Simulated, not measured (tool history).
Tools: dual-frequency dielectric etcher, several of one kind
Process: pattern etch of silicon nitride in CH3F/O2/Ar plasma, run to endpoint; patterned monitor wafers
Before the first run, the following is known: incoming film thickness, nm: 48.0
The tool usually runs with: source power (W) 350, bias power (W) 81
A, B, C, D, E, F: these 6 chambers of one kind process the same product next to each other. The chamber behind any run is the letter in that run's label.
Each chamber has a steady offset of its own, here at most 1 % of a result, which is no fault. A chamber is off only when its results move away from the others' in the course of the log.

| run | hour | source power (W) | bias power (W) | endpoint time (s) |
|---|---|---|---|---|
| 1F | 2.4 | 350 | 81 | 70.844 |
| 2E | 6.4 | 350 | 81 | 70.84 |
| 3B | 9 | 350 | 81 | 69.336 |
| 4A | 12 | 350 | 81 | 69.774 |
| 5D | 15.2 | 280 | 81 | 75.564 |
| 6C | 18.8 | 280 | 81 | 76.668 |
| 7E | 21.9 | 280 | 81 | 76.272 |
|  | 23.2 | chamber F: wet clean of the chamber |
| 8B | 26.5 | 280 | 81 | 75.377 |
| 9F | 28.5 | 280 | 81 | 76.655 |
| 10C | 32.9 | 280 | 81 | 76.151 |
| 11A | 35.8 | 350 | 81 | 70.138 |
| 12D | 40 | 350 | 81 | 70.142 |
| 13B | 42.9 | 420 | 100 | 59.858 |
| 14E | 45.6 | 420 | 100 | 60.736 |
| 15A | 49.5 | 420 | 100 | 61.097 |
| 16D | 51.9 | 420 | 100 | 61.025 |
| 17C | 54.7 | 420 | 100 | 60.812 |
| 18F | 58.4 | 420 | 100 | 60.917 |
| 19A | 62.8 | 350 | 81 | 70.804 |
| 20B | 66.5 | 350 | 81 | 69.569 |
|  | 67.3 | chamber E: wet clean of the chamber |
| 21C | 69.4 | 350 | 81 | 70.392 |
| 22E | 73.3 | 350 | 81 | 70.826 |
| 23F | 76.3 | 300 | 87 | 72.381 |
| 24D | 79.2 | 300 | 87 | 72.604 |
| 25D | 81.8 | 300 | 87 | 72.746 |
| 26A | 84.8 | 300 | 87 | 72.408 |
| 27C | 86.8 | 300 | 87 | 71.941 |
| 28E | 91.1 | 300 | 87 | 72.272 |
| 29B | 94.6 | 350 | 81 | 68.908 |
| 30F | 97.4 | 310 | 70 | 77.737 |
| 31A | 101.5 | 310 | 70 | 77.611 |
| 32F | 103.5 | 310 | 70 | 77.82 |
| 33B | 107.3 | 310 | 70 | 76.199 |
| 34C | 109.6 | 310 | 70 | 76.827 |
| 35E | 114.1 | 310 | 70 | 78.228 |
| 36D | 116.5 | 350 | 81 | 70.427 |
| 37B | 118.9 | 350 | 81 | 69.701 |
| 38D | 121.5 | 350 | 81 | 70.063 |
| 39F | 124.6 | 350 | 81 | 70.979 |
| 40C | 127.1 | 350 | 81 | 70.656 |
| 41A | 129.8 | 350 | 81 | 70.14 |
| 42E | 133.3 | 350 | 81 | 70.42 |
| 43D | 136.1 | 350 | 81 | 70.014 |

Has any chamber moved away from the others, gradually or after a service, or does the common gauge drift, or do the chambers differ only by their own small steady offsets? State the chamber and the most likely cause if one applies.

Beyond each chamber's small constant offset nothing stands out, and the gauge stays steady.
